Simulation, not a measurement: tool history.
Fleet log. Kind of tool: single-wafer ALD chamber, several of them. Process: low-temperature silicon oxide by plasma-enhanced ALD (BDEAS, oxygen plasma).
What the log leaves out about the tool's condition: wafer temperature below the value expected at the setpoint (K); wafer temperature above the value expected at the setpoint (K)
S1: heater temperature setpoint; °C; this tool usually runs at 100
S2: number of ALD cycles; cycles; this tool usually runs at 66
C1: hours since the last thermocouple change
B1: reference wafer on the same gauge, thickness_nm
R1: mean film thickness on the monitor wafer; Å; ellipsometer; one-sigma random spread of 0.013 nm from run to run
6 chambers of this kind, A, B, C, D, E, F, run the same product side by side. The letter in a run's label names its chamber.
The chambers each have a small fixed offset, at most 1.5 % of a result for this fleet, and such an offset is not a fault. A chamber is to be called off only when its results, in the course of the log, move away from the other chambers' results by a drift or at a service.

run,day,S1,S2,C1,B1,R1
1F,0.154,100,66,1740.4,9.302,94.168
2A,0.396,100,66,456.7,9.2986,95.044
3C,0.646,100,66,2073,9.2943,94.721
4E,0.825,100,66,844.4,9.2952,95.17
5B,1.088,100,59,757.9,9.2927,84.194
6D,1.242,100,59,360.8,9.2913,83.571
7E,1.433,100,59,859,9.2894,85.236
8B,1.633,100,59,771,9.2902,84.24
9F,1.767,100,59,1779.1,9.2872,83.926
10A,1.975,100,59,494.6,9.2886,84.975
# day 2.004: chamber F: thermocouple changed; heater temperature recalibrated
11C,2.204,100,66,2110.4,9.2822,94.989
12D,2.367,100,66,387.8,9.2889,93.567
13A,2.533,100,66,508,9.2838,95.005
14D,2.729,100,66,396.5,9.2813,93.338
15C,2.962,100,66,2128.6,9.2823,94.636
16F,3.2,100,66,28.8,9.2778,93.641
17E,3.417,100,75,906.6,9.2781,108.27
18B,3.608,100,75,818.4,9.2796,106.92
19F,3.775,100,75,42.6,9.2748,106.57
20D,3.942,100,75,425.6,9.2794,106.2
21C,4.208,100,75,2158.5,9.2746,107.52
22E,4.383,100,75,929.8,9.2783,108.1
23A,4.533,100,66,556,9.2763,94.867
24B,4.796,100,61,846.9,9.2679,86.744
25C,4.925,100,61,2175.7,9.2702,87.56
26D,5.108,100,61,453.6,9.2678,86.177
# day 5.3: chamber E: thermocouple changed; heater temperature recalibrated
27F,5.317,100,61,79.6,9.2737,86.605
28A,5.517,100,61,579.6,9.2665,87.279
29E,5.717,100,61,10,9.2646,87.975
30B,5.95,100,66,874.6,9.2625,93.733
31C,6.2,100,66,2206.3,9.2664,94.303
32B,6.358,100,66,884.4,9.2636,93.974
33A,6.562,100,66,604.7,9.2606,94.797
34E,6.758,91,54,35,9.2602,80.303
35D,6.946,91,54,497.7,9.2575,78.677
36F,7.167,91,54,124,9.2575,79.214
37C,7.333,91,54,2233.5,9.2551,79.66
38F,7.467,91,54,131.2,9.2567,79.367
39D,7.596,91,54,513.3,9.2494,78.64
40E,7.792,100,66,59.8,9.2551,94.99
41B,7.983,100,66,923.4,9.2546,93.703
42A,8.183,100,66,643.6,9.2491,94.817
43A,8.325,100,66,647,9.248,94.593
44E,8.571,100,66,78.5,9.2448,95.076

Next, every chamber runs the same settings. What will each give?
45A,8.767,100,74,,,?
45B,8.767,100,74,,,?
45C,8.767,100,74,,,?
45D,8.767,100,74,,,?
45E,8.767,100,74,,,?
45F,8.767,100,74,,,?

run,R1
45A,106.1
45B,105.02
45C,105.68
45D,104.33
45E,106.67
45F,104.89

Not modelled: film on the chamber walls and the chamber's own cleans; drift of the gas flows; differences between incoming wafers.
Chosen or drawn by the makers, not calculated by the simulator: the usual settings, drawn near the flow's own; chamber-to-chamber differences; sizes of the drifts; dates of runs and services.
